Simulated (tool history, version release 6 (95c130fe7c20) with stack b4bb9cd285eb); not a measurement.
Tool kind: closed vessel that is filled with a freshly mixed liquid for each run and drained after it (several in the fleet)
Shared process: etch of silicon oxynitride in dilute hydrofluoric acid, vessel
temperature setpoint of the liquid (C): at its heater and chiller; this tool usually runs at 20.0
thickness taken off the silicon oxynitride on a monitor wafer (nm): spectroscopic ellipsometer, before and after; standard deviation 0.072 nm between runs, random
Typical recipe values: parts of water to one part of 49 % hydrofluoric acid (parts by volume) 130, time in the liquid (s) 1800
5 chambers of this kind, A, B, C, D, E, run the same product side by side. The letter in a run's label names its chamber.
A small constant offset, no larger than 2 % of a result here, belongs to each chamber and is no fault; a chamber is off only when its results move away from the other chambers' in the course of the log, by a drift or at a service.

run,hour,temperature setpoint of the liquid (C),parts of water to one part of 49 % hydrofluoric acid (parts by volume),time in the liquid (s),hours since the thermometer was replaced,hours since the hydrofluoric acid flow meter was replaced,"read-back film thickness of the silicon oxynitride reference wafer, read on the same gauge (nm)",thickness taken off the silicon oxynitride on a monitor wafer (nm)
1A,4.8,20.0,130,1800,601.7,167.5,29.973,16.076
# hour 5.8: chamber C: hydrofluoric acid flow meter replaced
2B,8.8,20.0,130,1800,306.4,840.8,29.974,15.923
3D,14.9,20.0,130,1800,570.6,885.9,30.032,16.063
4C,22.3,20.0,130,1800,558.0,16.6,30.006,16.074
5E,30.1,20.0,130,1800,1413.4,150.6,29.978,16.275
6B,37.0,20.0,130,1800,334.6,869.0,29.993,15.810
7A,42.9,20.0,130,1800,639.8,205.6,30.009,16.152
8D,47.5,20.0,130,1800,603.2,918.5,30.019,16.191
9C,51.9,20.0,130,1800,587.6,46.2,30.059,15.961
10E,56.3,20.0,130,1800,1439.6,176.8,29.985,16.171
11E,60.8,20.0,130,1800,1444.1,181.3,30.000,16.316
12C,68.8,20.0,130,1800,604.5,63.1,30.007,16.046
# hour 72.0: chamber D: thermometer replaced
13D,73.3,20.0,110,1370,1.3,944.3,29.986,14.685
14B,77.8,20.0,110,1370,375.4,909.8,29.985,14.570
15A,85.7,20.0,110,1370,682.6,248.4,30.007,14.688
16E,89.8,20.0,110,1370,1473.1,210.3,30.003,14.944
17B,97.3,20.0,110,1370,394.9,929.3,29.961,14.506
18C,105.4,20.0,130,1800,641.1,99.7,29.998,15.973
19A,110.5,17.5,130,1335,707.4,273.2,29.984,10.563
20D,118.3,17.5,130,1335,46.3,989.3,29.999,10.576
21D,123.8,17.5,130,1335,51.8,994.8,29.978,10.554
22B,129.4,17.5,130,1335,427.0,961.4,29.983,10.518
23C,133.9,17.5,130,1335,669.6,128.2,30.021,10.549
24A,137.5,18.5,130,1800,734.4,300.2,30.031,15.005
25E,143.9,18.5,130,1800,1527.2,264.4,29.987,15.537
26B,151.2,18.5,130,1800,448.8,983.2,29.967,14.812
27D,159.1,18.5,130,1800,87.1,1030.1,30.033,14.896
28E,164.0,18.5,130,1800,1547.3,284.5,30.000,15.784
29A,172.0,23.0,130,2810,768.9,334.7,29.979,29.107
30C,178.6,23.0,130,2810,714.3,172.9,30.021,28.686
31D,182.7,23.0,130,2810,110.7,1053.7,29.967,29.107

All 5 chambers run these settings next. Forecast each chamber's results:
32A,188.6,20.0,130,2805,,,,?
32B,188.6,20.0,130,2805,,,,?
32C,188.6,20.0,130,2805,,,,?
32D,188.6,20.0,130,2805,,,,?
32E,188.6,20.0,130,2805,,,,?

run,thickness taken off the silicon oxynitride on a monitor wafer (nm)
32A,25.293
32B,24.871
32C,24.969
32D,25.062
32E,26.685

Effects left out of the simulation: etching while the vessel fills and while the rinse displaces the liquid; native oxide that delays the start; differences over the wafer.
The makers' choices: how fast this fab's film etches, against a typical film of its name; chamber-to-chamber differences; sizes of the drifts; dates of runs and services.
